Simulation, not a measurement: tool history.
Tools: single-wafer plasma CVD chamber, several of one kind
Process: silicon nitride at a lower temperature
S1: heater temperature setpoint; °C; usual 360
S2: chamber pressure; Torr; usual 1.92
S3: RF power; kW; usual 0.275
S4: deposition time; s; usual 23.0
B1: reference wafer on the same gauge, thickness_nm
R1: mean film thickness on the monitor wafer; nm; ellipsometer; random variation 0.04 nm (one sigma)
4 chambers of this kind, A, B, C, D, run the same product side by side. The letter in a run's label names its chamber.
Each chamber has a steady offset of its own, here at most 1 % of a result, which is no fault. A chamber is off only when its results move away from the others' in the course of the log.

{"hour": 3.9, "done": "chamber D: RF generator calibrated"}
{"run": "1D", "hour": 9.5, "S1": 360, "S2": 1.92, "S3": 0.275, "S4": 23.0, "B1": 25.502, "R1": 26.589}
{"run": "2B", "hour": 18.2, "S1": 360, "S2": 1.92, "S3": 0.275, "S4": 23.0, "B1": 25.511, "R1": 26.865}
{"run": "3A", "hour": 28.5, "S1": 360, "S2": 1.92, "S3": 0.275, "S4": 23.0, "B1": 25.513, "R1": 26.733}
{"run": "4C", "hour": 38.0, "S1": 360, "S2": 1.92, "S3": 0.275, "S4": 23.0, "B1": 25.52, "R1": 26.841}
{"run": "5C", "hour": 44.6, "S1": 360, "S2": 1.92, "S3": 0.275, "S4": 23.0, "B1": 25.518, "R1": 26.91}
{"run": "6D", "hour": 50.6, "S1": 360, "S2": 1.92, "S3": 0.275, "S4": 23.0, "B1": 25.517, "R1": 26.604}
{"run": "7B", "hour": 60.6, "S1": 360, "S2": 1.92, "S3": 0.275, "S4": 23.0, "B1": 25.532, "R1": 26.913}
{"run": "8A", "hour": 69.6, "S1": 360, "S2": 1.92, "S3": 0.275, "S4": 23.0, "B1": 25.544, "R1": 26.746}
{"run": "9D", "hour": 79.6, "S1": 360, "S2": 2.39, "S3": 0.275, "S4": 26.1, "B1": 25.537, "R1": 31.961}
{"run": "10A", "hour": 89.3, "S1": 360, "S2": 2.39, "S3": 0.275, "S4": 26.1, "B1": 25.531, "R1": 32.129}
{"run": "11B", "hour": 96.6, "S1": 360, "S2": 2.39, "S3": 0.275, "S4": 26.1, "B1": 25.541, "R1": 32.404}
{"hour": 105.5, "done": "chamber C: thermocouple changed; heater temperature recalibrated"}
{"run": "12C", "hour": 106.8, "S1": 360, "S2": 2.39, "S3": 0.275, "S4": 26.1, "B1": 25.558, "R1": 32.191}
{"run": "13C", "hour": 113.3, "S1": 360, "S2": 1.92, "S3": 0.275, "S4": 23.0, "B1": 25.553, "R1": 26.895}
{"hour": 118.8, "done": "chamber B: RF generator calibrated"}
{"run": "14B", "hour": 118.9, "S1": 360, "S2": 1.92, "S3": 0.275, "S4": 23.0, "B1": 25.555, "R1": 26.883}
{"run": "15A", "hour": 128.5, "S1": 360, "S2": 1.92, "S3": 0.275, "S4": 23.0, "B1": 25.565, "R1": 26.704}
{"run": "16D", "hour": 137.8, "S1": 360, "S2": 1.92, "S3": 0.275, "S4": 23.0, "B1": 25.577, "R1": 26.629}
{"run": "17B", "hour": 148.2, "S1": 360, "S2": 1.92, "S3": 0.275, "S4": 23.0, "B1": 25.567, "R1": 26.94}
{"run": "18C", "hour": 153.6, "S1": 360, "S2": 1.92, "S3": 0.275, "S4": 23.0, "B1": 25.576, "R1": 26.948}
{"run": "19A", "hour": 158.9, "S1": 360, "S2": 1.92, "S3": 0.275, "S4": 23.0, "B1": 25.576, "R1": 26.813}
{"run": "20D", "hour": 167.4, "S1": 360, "S2": 1.92, "S3": 0.275, "S4": 23.0, "B1": 25.578, "R1": 26.674}
{"run": "21D", "hour": 177.0, "S1": 360, "S2": 1.92, "S3": 0.275, "S4": 23.0, "B1": 25.58, "R1": 26.644}
{"run": "22A", "hour": 183.7, "S1": 360, "S2": 1.92, "S3": 0.275, "S4": 23.0, "B1": 25.592, "R1": 26.807}
{"run": "23B", "hour": 193.6, "S1": 360, "S2": 1.92, "S3": 0.275, "S4": 23.0, "B1": 25.597, "R1": 26.931}
{"run": "24C", "hour": 204.0, "S1": 360, "S2": 1.92, "S3": 0.275, "S4": 23.0, "B1": 25.599, "R1": 26.878}
{"run": "25C", "hour": 211.9, "S1": 360, "S2": 1.92, "S3": 0.275, "S4": 23.0, "B1": 25.595, "R1": 26.965}
{"run": "26D", "hour": 218.0, "S1": 360, "S2": 1.92, "S3": 0.275, "S4": 23.0, "B1": 25.612, "R1": 26.646}
{"run": "27A", "hour": 227.8, "S1": 360, "S2": 1.92, "S3": 0.275, "S4": 23.0, "B1": 25.615, "R1": 26.89}
{"run": "28B", "hour": 235.3, "S1": 360, "S2": 1.92, "S3": 0.275, "S4": 23.0, "B1": 25.613, "R1": 26.99}
{"run": "29A", "hour": 243.1, "S1": 360, "S2": 1.92, "S3": 0.275, "S4": 23.0, "B1": 25.616, "R1": 26.868}
{"run": "30C", "hour": 252.4, "S1": 360, "S2": 1.92, "S3": 0.275, "S4": 23.0, "B1": 25.62, "R1": 26.986}
{"run": "31B", "hour": 261.3, "S1": 375, "S2": 1.62, "S3": 0.275, "S4": 23.0, "B1": 25.632, "R1": 25.617}
{"run": "32D", "hour": 271.9, "S1": 375, "S2": 1.62, "S3": 0.275, "S4": 23.0, "B1": 25.625, "R1": 25.313}
{"run": "33C", "hour": 280.0, "S1": 375, "S2": 1.62, "S3": 0.275, "S4": 23.0, "B1": 25.643, "R1": 25.584}
{"run": "34B", "hour": 285.0, "S1": 375, "S2": 1.62, "S3": 0.275, "S4": 23.0, "B1": 25.631, "R1": 25.686}
{"run": "35A", "hour": 295.9, "S1": 360, "S2": 1.92, "S3": 0.275, "S4": 23.0, "B1": 25.636, "R1": 26.87}
{"run": "36D", "hour": 301.3, "S1": 360, "S2": 1.55, "S3": 0.275, "S4": 23.0, "B1": 25.638, "R1": 25.158}
{"run": "37B", "hour": 311.2, "S1": 360, "S2": 1.55, "S3": 0.275, "S4": 23.0, "B1": 25.652, "R1": 25.483}
{"run": "38D", "hour": 316.3, "S1": 360, "S2": 1.55, "S3": 0.275, "S4": 23.0, "B1": 25.65, "R1": 25.158}
{"run": "39A", "hour": 322.3, "S1": 360, "S2": 1.55, "S3": 0.275, "S4": 23.0, "B1": 25.655, "R1": 25.363}

Next, every chamber runs the same settings. What will each give?
{"run": "40A", "hour": 330.2, "S1": 360, "S2": 1.92, "S3": 0.275, "S4": 20.8, "R1": "?"}
{"run": "40B", "hour": 330.2, "S1": 360, "S2": 1.92, "S3": 0.275, "S4": 20.8, "R1": "?"}
{"run": "40C", "hour": 330.2, "S1": 360, "S2": 1.92, "S3": 0.275, "S4": 20.8, "R1": "?"}
{"run": "40D", "hour": 330.2, "S1": 360, "S2": 1.92, "S3": 0.275, "S4": 20.8, "R1": "?"}

run=40A R1=24.370
run=40B R1=24.438
run=40C R1=24.437
run=40D R1=24.193
